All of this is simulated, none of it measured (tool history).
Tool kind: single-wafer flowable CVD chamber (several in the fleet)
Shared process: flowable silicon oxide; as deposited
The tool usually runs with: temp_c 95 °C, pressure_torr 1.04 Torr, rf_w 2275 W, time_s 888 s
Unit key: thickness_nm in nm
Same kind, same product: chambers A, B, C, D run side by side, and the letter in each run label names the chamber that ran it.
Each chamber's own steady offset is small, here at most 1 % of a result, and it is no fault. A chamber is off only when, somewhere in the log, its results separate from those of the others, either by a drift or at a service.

run	day	temp_c	pressure_torr	rf_w	time_s	read-back reference wafer on the same gauge, thickness_nm	thickness_nm
1C	0.171	95	1.04	2275	888	921.18	905.03
2B	0.354	95	1.04	2275	888	921.07	904.65
3D	0.462	95	1.04	2275	888	922.93	912.70
4A	0.667	95	1.04	2275	888	922.55	902.61
5A	0.917	82	0.87	2275	888	922.45	1097.80
6C	1.125	82	0.87	2275	888	922.20	1079.20
7B	1.233	82	0.87	2275	888	922.39	1089.00
8D	1.471	82	0.87	2275	888	921.79	1104.10
9D	1.612	95	1.04	2275	888	922.74	906.64
10B	1.754	95	1.04	2275	888	921.68	901.14
11C	1.921	95	1.04	2275	888	920.88	906.16
12A	2.138	95	1.04	2275	767	922.48	777.76
13A	2.250	95	1.04	2275	767	922.24	777.65
14B	2.383	95	1.04	2275	767	921.68	776.68
15C	2.554	95	1.04	2275	767	922.42	785.65
16D	2.704	95	1.04	2275	888	922.52	902.03
17B	2.875	95	1.04	2275	888	920.80	904.80
18D	3.012	82	1.04	2275	888	921.37	1371.50
19C	3.242	82	1.04	2275	888	921.93	1365.10
20A	3.362	82	1.04	2275	888	922.58	1366.30
21A	3.483	82	1.04	2275	888	921.05	1364.80
22C	3.733	95	1.04	2275	888	922.08	913.33
23B	3.946	95	1.04	2275	888	922.13	905.60
24D	4.092	95	1.04	1905	888	922.00	871.69
25B	4.254	95	1.04	1905	888	921.89	881.87
26A	4.467	95	1.04	1905	888	921.89	870.92
27C	4.658	95	1.04	1905	888	921.32	882.63
28D	4.888	95	1.04	2275	888	921.89	911.01

Does one chamber stand apart from the rest, does the shared gauge drift, or is all well apart from small per-chamber offsets? Give the chamber and the most likely cause, where there is one.

Beyond each chamber's small constant offset nothing stands out, and the gauge stays steady.
